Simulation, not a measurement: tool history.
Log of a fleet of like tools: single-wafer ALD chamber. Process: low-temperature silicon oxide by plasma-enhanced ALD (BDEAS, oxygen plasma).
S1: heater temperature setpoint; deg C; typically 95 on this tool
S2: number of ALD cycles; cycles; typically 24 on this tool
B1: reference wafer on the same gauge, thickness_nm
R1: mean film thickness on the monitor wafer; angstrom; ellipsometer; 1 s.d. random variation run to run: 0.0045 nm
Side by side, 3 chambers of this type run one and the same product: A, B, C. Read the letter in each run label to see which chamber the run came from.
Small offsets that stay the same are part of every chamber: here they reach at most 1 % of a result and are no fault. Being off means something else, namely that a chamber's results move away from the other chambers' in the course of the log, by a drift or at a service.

run	hour	S1	S2	B1	R1
1B	10.8	95	24	3.3982	35.319
2A	18.8	95	24	3.3976	34.577
3C	29.2	95	24	3.3977	34.796
4C	38.6	95	24	3.3964	34.719
5A	46.6	95	24	3.3970	34.605
6B	59.0	95	24	3.3947	35.158
7A	71.1	95	24	3.3938	34.557
8B	80.0	95	24	3.3923	35.113
9C	89.2	95	24	3.3924	34.824
10A	101.9	95	24	3.3902	34.530
11C	112.7	95	24	3.3909	34.750
12B	119.5	95	24	3.3894	35.148
13A	130.1	95	24	3.3884	34.515
14B	138.8	95	24	3.3869	35.076
15C	150.5	95	24	3.3869	34.718
16A	159.3	95	24	3.3869	34.546
17C	171.7	87	23	3.3856	34.143
18B	180.8	87	23	3.3847	34.602
19A	191.8	87	23	3.3837	33.955
20B	205.3	86	25	3.3822	37.623

Has any chamber moved away from the others, gradually or after a service, or does the common gauge drift, or do the chambers differ only by their own small steady offsets? State the chamber and the most likely cause if one applies.

None of the chambers is off. What moves is the gauge, dragging all their readings along together.
Most likely cause: gauge reads low (%) = 0.542.
